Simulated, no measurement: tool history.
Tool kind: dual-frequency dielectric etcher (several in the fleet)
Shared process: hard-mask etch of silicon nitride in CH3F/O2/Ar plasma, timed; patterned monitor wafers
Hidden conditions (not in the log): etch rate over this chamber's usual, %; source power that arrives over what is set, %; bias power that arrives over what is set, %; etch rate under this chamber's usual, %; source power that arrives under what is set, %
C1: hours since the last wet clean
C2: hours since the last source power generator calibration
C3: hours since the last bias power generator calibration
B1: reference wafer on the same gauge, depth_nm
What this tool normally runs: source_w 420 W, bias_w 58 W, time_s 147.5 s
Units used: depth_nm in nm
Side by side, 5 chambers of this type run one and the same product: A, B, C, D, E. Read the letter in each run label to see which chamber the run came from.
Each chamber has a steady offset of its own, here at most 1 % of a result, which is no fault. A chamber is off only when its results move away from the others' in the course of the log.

{"hour": 6.0, "done": "chamber D: wet clean of the chamber"}
{"run": "1B", "hour": 10.4, "source_w": 420, "bias_w": 58, "time_s": 147.5, "C1": 541.1, "C2": 3053.4, "C3": 3890.7, "B1": 82.899, "depth_nm": 97.04}
{"run": "2E", "hour": 24.7, "source_w": 420, "bias_w": 58, "time_s": 147.5, "C1": 356.9, "C2": 1137.8, "C3": 395.4, "B1": 82.891, "depth_nm": 98.444}
{"run": "3C", "hour": 38.6, "source_w": 420, "bias_w": 58, "time_s": 147.5, "C1": 507.8, "C2": 317.6, "C3": 1224.7, "B1": 82.943, "depth_nm": 97.393}
{"run": "4D", "hour": 46.2, "source_w": 420, "bias_w": 58, "time_s": 147.5, "C1": 40.3, "C2": 482.4, "C3": 1068.5, "B1": 82.868, "depth_nm": 97.512}
{"run": "5A", "hour": 53.5, "source_w": 420, "bias_w": 58, "time_s": 147.5, "C1": 205.3, "C2": 3469.5, "C3": 61.7, "B1": 82.857, "depth_nm": 97.933}
{"hour": 65.5, "done": "chamber B: wet clean of the chamber"}
{"run": "6D", "hour": 65.7, "source_w": 420, "bias_w": 58, "time_s": 147.5, "C1": 59.8, "C2": 501.9, "C3": 1088.0, "B1": 82.858, "depth_nm": 97.633}
{"run": "7B", "hour": 80.0, "source_w": 420, "bias_w": 58, "time_s": 147.5, "C1": 14.5, "C2": 3123.0, "C3": 3960.3, "B1": 82.895, "depth_nm": 97.255}
{"run": "8E", "hour": 89.7, "source_w": 420, "bias_w": 58, "time_s": 147.5, "C1": 421.9, "C2": 1202.8, "C3": 460.4, "B1": 82.896, "depth_nm": 98.569}
{"run": "9A", "hour": 102.2, "source_w": 420, "bias_w": 58, "time_s": 147.5, "C1": 254.0, "C2": 3518.2, "C3": 110.4, "B1": 82.928, "depth_nm": 97.491}
{"hour": 112.1, "done": "chamber C: wet clean of the chamber"}
{"run": "10C", "hour": 113.5, "source_w": 420, "bias_w": 58, "time_s": 147.5, "C1": 1.4, "C2": 392.5, "C3": 1299.6, "B1": 82.912, "depth_nm": 97.596}
{"run": "11A", "hour": 120.1, "source_w": 420, "bias_w": 58, "time_s": 147.5, "C1": 271.9, "C2": 3536.1, "C3": 128.3, "B1": 82.9, "depth_nm": 97.753}
{"run": "12D", "hour": 132.9, "source_w": 370, "bias_w": 58, "time_s": 172.0, "C1": 127.0, "C2": 569.1, "C3": 1155.2, "B1": 82.901, "depth_nm": 108.78}
{"run": "13E", "hour": 140.4, "source_w": 370, "bias_w": 58, "time_s": 172.0, "C1": 472.6, "C2": 1253.5, "C3": 511.1, "B1": 82.891, "depth_nm": 109.18}
{"hour": 144.6, "done": "chamber A: source power generator calibrated"}
{"run": "14C", "hour": 153.0, "source_w": 370, "bias_w": 58, "time_s": 172.0, "C1": 40.9, "C2": 432.0, "C3": 1339.1, "B1": 82.909, "depth_nm": 108.26}
{"run": "15B", "hour": 167.9, "source_w": 370, "bias_w": 58, "time_s": 172.0, "C1": 102.4, "C2": 3210.9, "C3": 4048.2, "B1": 82.934, "depth_nm": 107.73}
{"run": "16A", "hour": 177.8, "source_w": 370, "bias_w": 58, "time_s": 172.0, "C1": 329.6, "C2": 33.3, "C3": 186.0, "B1": 82.887, "depth_nm": 108.44}
{"run": "17D", "hour": 189.7, "source_w": 420, "bias_w": 58, "time_s": 147.5, "C1": 183.8, "C2": 625.9, "C3": 1212.0, "B1": 82.884, "depth_nm": 97.884}
{"hour": 192.2, "done": "chamber E: wet clean of the chamber"}
{"run": "18E", "hour": 203.5, "source_w": 420, "bias_w": 58, "time_s": 147.5, "C1": 11.4, "C2": 1316.6, "C3": 574.2, "B1": 82.931, "depth_nm": 100.29}
{"run": "19B", "hour": 210.4, "source_w": 420, "bias_w": 58, "time_s": 147.5, "C1": 144.9, "C2": 3253.4, "C3": 4090.7, "B1": 82.872, "depth_nm": 96.974}
{"run": "20C", "hour": 219.0, "source_w": 420, "bias_w": 58, "time_s": 147.5, "C1": 106.9, "C2": 498.0, "C3": 1405.1, "B1": 82.892, "depth_nm": 97.556}
{"run": "21E", "hour": 228.9, "source_w": 420, "bias_w": 58, "time_s": 147.5, "C1": 36.8, "C2": 1342.0, "C3": 599.6, "B1": 82.923, "depth_nm": 100.75}
{"run": "22B", "hour": 242.6, "source_w": 420, "bias_w": 58, "time_s": 147.5, "C1": 177.1, "C2": 3285.6, "C3": 4122.9, "B1": 82.878, "depth_nm": 97.253}
{"run": "23C", "hour": 252.6, "source_w": 420, "bias_w": 58, "time_s": 147.5, "C1": 140.5, "C2": 531.6, "C3": 1438.7, "B1": 82.868, "depth_nm": 97.517}
{"run": "24D", "hour": 264.4, "source_w": 420, "bias_w": 58, "time_s": 147.5, "C1": 258.5, "C2": 700.6, "C3": 1286.7, "B1": 82.864, "depth_nm": 97.492}
{"run": "25A", "hour": 270.9, "source_w": 420, "bias_w": 58, "time_s": 147.5, "C1": 422.7, "C2": 126.4, "C3": 279.1, "B1": 82.899, "depth_nm": 97.921}
{"run": "26A", "hour": 284.7, "source_w": 420, "bias_w": 58, "time_s": 147.5, "C1": 436.5, "C2": 140.2, "C3": 292.9, "B1": 82.891, "depth_nm": 97.739}
{"hour": 288.0, "done": "chamber B: bias power generator calibrated"}
{"run": "27D", "hour": 295.7, "source_w": 420, "bias_w": 58, "time_s": 147.5, "C1": 289.8, "C2": 731.9, "C3": 1318.0, "B1": 82.86, "depth_nm": 97.481}
{"run": "28B", "hour": 302.8, "source_w": 420, "bias_w": 65, "time_s": 147.5, "C1": 237.3, "C2": 3345.8, "C3": 14.8, "B1": 82.9, "depth_nm": 101.07}
{"run": "29E", "hour": 310.4, "source_w": 420, "bias_w": 65, "time_s": 147.5, "C1": 118.3, "C2": 1423.5, "C3": 681.1, "B1": 82.896, "depth_nm": 104.47}
{"run": "30C", "hour": 321.7, "source_w": 420, "bias_w": 65, "time_s": 147.5, "C1": 209.6, "C2": 600.7, "C3": 1507.8, "B1": 82.956, "depth_nm": 101.48}
{"run": "31C", "hour": 331.9, "source_w": 420, "bias_w": 65, "time_s": 147.5, "C1": 219.8, "C2": 610.9, "C3": 1518.0, "B1": 82.889, "depth_nm": 101.37}
{"run": "32E", "hour": 339.5, "source_w": 420, "bias_w": 65, "time_s": 147.5, "C1": 147.4, "C2": 1452.6, "C3": 710.2, "B1": 82.876, "depth_nm": 104.28}
{"run": "33D", "hour": 352.4, "source_w": 480, "bias_w": 58, "time_s": 121.5, "C1": 346.5, "C2": 788.6, "C3": 1374.7, "B1": 82.897, "depth_nm": 84.693}
{"run": "34B", "hour": 362.4, "source_w": 480, "bias_w": 58, "time_s": 121.5, "C1": 296.9, "C2": 3405.4, "C3": 74.4, "B1": 82.907, "depth_nm": 84.103}
{"hour": 367.2, "done": "chamber A: wet clean of the chamber"}
{"hour": 370.7, "done": "chamber D: wet clean of the chamber"}
{"run": "35A", "hour": 371.0, "source_w": 480, "bias_w": 58, "time_s": 121.5, "C1": 3.8, "C2": 226.5, "C3": 379.2, "B1": 82.879, "depth_nm": 84.38}
{"run": "36D", "hour": 385.5, "source_w": 480, "bias_w": 58, "time_s": 121.5, "C1": 14.8, "C2": 821.7, "C3": 1407.8, "B1": 82.877, "depth_nm": 84.652}
{"run": "37B", "hour": 394.8, "source_w": 480, "bias_w": 58, "time_s": 121.5, "C1": 329.3, "C2": 3437.8, "C3": 106.8, "B1": 82.895, "depth_nm": 84.252}
{"run": "38E", "hour": 404.3, "source_w": 420, "bias_w": 58, "time_s": 147.5, "C1": 212.2, "C2": 1517.4, "C3": 775.0, "B1": 82.885, "depth_nm": 100.41}
{"run": "39C", "hour": 415.9, "source_w": 420, "bias_w": 45, "time_s": 147.5, "C1": 303.8, "C2": 694.9, "C3": 1602.0, "B1": 82.906, "depth_nm": 89.919}
{"run": "40A", "hour": 427.7, "source_w": 420, "bias_w": 45, "time_s": 147.5, "C1": 60.5, "C2": 283.2, "C3": 435.9, "B1": 82.914, "depth_nm": 89.963}
{"run": "41D", "hour": 441.8, "source_w": 420, "bias_w": 45, "time_s": 147.5, "C1": 71.1, "C2": 878.0, "C3": 1464.1, "B1": 82.947, "depth_nm": 90.163}

All 5 chambers run these settings next. Forecast each chamber's results:
{"run": "42A", "hour": 452.6, "source_w": 420, "bias_w": 64, "time_s": 147.5, "depth_nm": "?"}
{"run": "42B", "hour": 452.6, "source_w": 420, "bias_w": 64, "time_s": 147.5, "depth_nm": "?"}
{"run": "42C", "hour": 452.6, "source_w": 420, "bias_w": 64, "time_s": 147.5, "depth_nm": "?"}
{"run": "42D", "hour": 452.6, "source_w": 420, "bias_w": 64, "time_s": 147.5, "depth_nm": "?"}
{"run": "42E", "hour": 452.6, "source_w": 420, "bias_w": 64, "time_s": 147.5, "depth_nm": "?"}

run=42A depth_nm=100.830
run=42B depth_nm=100.500
run=42C depth_nm=100.990
run=42D depth_nm=100.600
run=42E depth_nm=104.120

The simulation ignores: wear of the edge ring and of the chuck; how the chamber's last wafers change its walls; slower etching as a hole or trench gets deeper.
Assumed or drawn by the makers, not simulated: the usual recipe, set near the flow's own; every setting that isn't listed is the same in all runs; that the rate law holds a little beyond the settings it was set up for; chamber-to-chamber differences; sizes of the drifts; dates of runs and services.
